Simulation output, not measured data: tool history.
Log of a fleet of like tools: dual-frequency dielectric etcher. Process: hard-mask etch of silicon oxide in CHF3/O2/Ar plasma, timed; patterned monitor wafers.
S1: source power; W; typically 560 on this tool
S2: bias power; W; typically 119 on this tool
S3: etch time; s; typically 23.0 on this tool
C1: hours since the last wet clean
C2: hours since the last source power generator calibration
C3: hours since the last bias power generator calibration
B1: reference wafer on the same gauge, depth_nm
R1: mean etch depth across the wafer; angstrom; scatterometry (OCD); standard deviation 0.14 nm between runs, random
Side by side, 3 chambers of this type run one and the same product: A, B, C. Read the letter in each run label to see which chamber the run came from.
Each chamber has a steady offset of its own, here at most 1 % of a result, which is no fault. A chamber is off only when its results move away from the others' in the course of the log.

| run | hour | S1 | S2 | S3 | C1 | C2 | C3 | B1 | R1 |
|---|---|---|---|---|---|---|---|---|---|
|  | 6.6 | chamber C: wet clean of the chamber |
| 1A | 6.9 | 560 | 119 | 23.0 | 132.0 | 1359.0 | 41.5 | 39.110 | 388.64 |
| 2C | 15.0 | 560 | 119 | 23.0 | 8.4 | 425.5 | 778.9 | 39.155 | 385.63 |
| 3B | 24.1 | 560 | 119 | 23.0 | 411.8 | 2109.8 | 3185.4 | 39.121 | 390.56 |
| 4C | 30.7 | 560 | 119 | 23.0 | 24.1 | 441.2 | 794.6 | 39.070 | 388.79 |
| 5B | 37.3 | 560 | 119 | 23.0 | 425.0 | 2123.0 | 3198.6 | 39.105 | 392.18 |
| 6A | 42.0 | 560 | 119 | 23.0 | 167.1 | 1394.1 | 76.6 | 39.077 | 392.23 |
| 7B | 49.4 | 560 | 119 | 23.0 | 437.1 | 2135.1 | 3210.7 | 39.080 | 391.54 |
| 8C | 54.6 | 560 | 119 | 23.0 | 48.0 | 465.1 | 818.5 | 39.139 | 385.85 |
| 9A | 58.8 | 560 | 119 | 23.0 | 183.9 | 1410.9 | 93.4 | 39.076 | 390.07 |
| 10C | 66.5 | 560 | 119 | 23.0 | 59.9 | 477.0 | 830.4 | 39.090 | 387.18 |
| 11A | 71.2 | 560 | 119 | 23.0 | 196.3 | 1423.3 | 105.8 | 39.120 | 390.36 |
| 12B | 77.7 | 560 | 119 | 23.0 | 465.4 | 2163.4 | 3239.0 | 39.081 | 393.26 |
| 13A | 86.5 | 560 | 119 | 23.0 | 211.6 | 1438.6 | 121.1 | 39.088 | 388.90 |
| 14C | 95.3 | 560 | 119 | 23.0 | 88.7 | 505.8 | 859.2 | 39.115 | 384.77 |
| 15B | 102.7 | 560 | 119 | 23.0 | 490.4 | 2188.4 | 3264.0 | 39.068 | 390.82 |
| 16C | 111.8 | 560 | 119 | 23.0 | 105.2 | 522.3 | 875.7 | 39.082 | 385.72 |
| 17B | 118.8 | 560 | 119 | 23.0 | 506.5 | 2204.5 | 3280.1 | 39.135 | 392.15 |
| 18A | 125.1 | 560 | 119 | 23.0 | 250.2 | 1477.2 | 159.7 | 39.087 | 388.63 |
| 19C | 133.9 | 560 | 119 | 23.0 | 127.3 | 544.4 | 897.8 | 39.109 | 388.38 |
| 20A | 143.1 | 560 | 119 | 23.0 | 268.2 | 1495.2 | 177.7 | 39.089 | 385.38 |
| 21B | 151.0 | 560 | 119 | 23.0 | 538.7 | 2236.7 | 3312.3 | 39.087 | 390.74 |
|  | 156.7 | chamber B: wet clean of the chamber |
| 22A | 157.5 | 560 | 119 | 23.0 | 282.6 | 1509.6 | 192.1 | 39.094 | 383.77 |
| 23B | 163.9 | 560 | 119 | 23.0 | 7.3 | 2249.6 | 3325.2 | 39.159 | 392.48 |
| 24C | 170.4 | 560 | 119 | 23.0 | 163.8 | 580.9 | 934.3 | 39.090 | 388.71 |
| 25C | 175.1 | 690 | 91 | 23.0 | 168.5 | 585.6 | 939.0 | 39.094 | 386.43 |
| 26B | 179.5 | 690 | 91 | 23.0 | 22.9 | 2265.2 | 3340.8 | 39.090 | 392.46 |
| 27A | 184.6 | 690 | 91 | 23.0 | 309.7 | 1536.7 | 219.2 | 39.093 | 384.66 |
| 28A | 191.0 | 560 | 119 | 23.0 | 316.1 | 1543.1 | 225.6 | 39.115 | 383.11 |
| 29C | 198.9 | 560 | 119 | 18.0 | 192.3 | 609.4 | 962.8 | 39.073 | 301.91 |
| 30B | 204.7 | 560 | 119 | 18.0 | 48.1 | 2290.4 | 3366.0 | 39.068 | 306.00 |
| 31C | 213.9 | 560 | 119 | 18.0 | 207.3 | 624.4 | 977.8 | 39.110 | 302.18 |
| 32A | 218.8 | 560 | 119 | 28.5 | 343.9 | 1570.9 | 253.4 | 39.088 | 472.29 |
| 33B | 224.4 | 560 | 119 | 28.5 | 67.8 | 2310.1 | 3385.7 | 39.086 | 485.81 |

Next, all 3 chambers run the settings below, one line each with question marks for the results. What does each chamber give?
| 34A | 231.1 | 560 | 119 | 23.0 |  |  |  |  | ? |
| 34B | 231.1 | 560 | 119 | 23.0 |  |  |  |  | ? |
| 34C | 231.1 | 560 | 119 | 23.0 |  |  |  |  | ? |

| run | R1 |
|---|---|
| 34A | 381.28 |
| 34B | 389.18 |
| 34C | 385.72 |

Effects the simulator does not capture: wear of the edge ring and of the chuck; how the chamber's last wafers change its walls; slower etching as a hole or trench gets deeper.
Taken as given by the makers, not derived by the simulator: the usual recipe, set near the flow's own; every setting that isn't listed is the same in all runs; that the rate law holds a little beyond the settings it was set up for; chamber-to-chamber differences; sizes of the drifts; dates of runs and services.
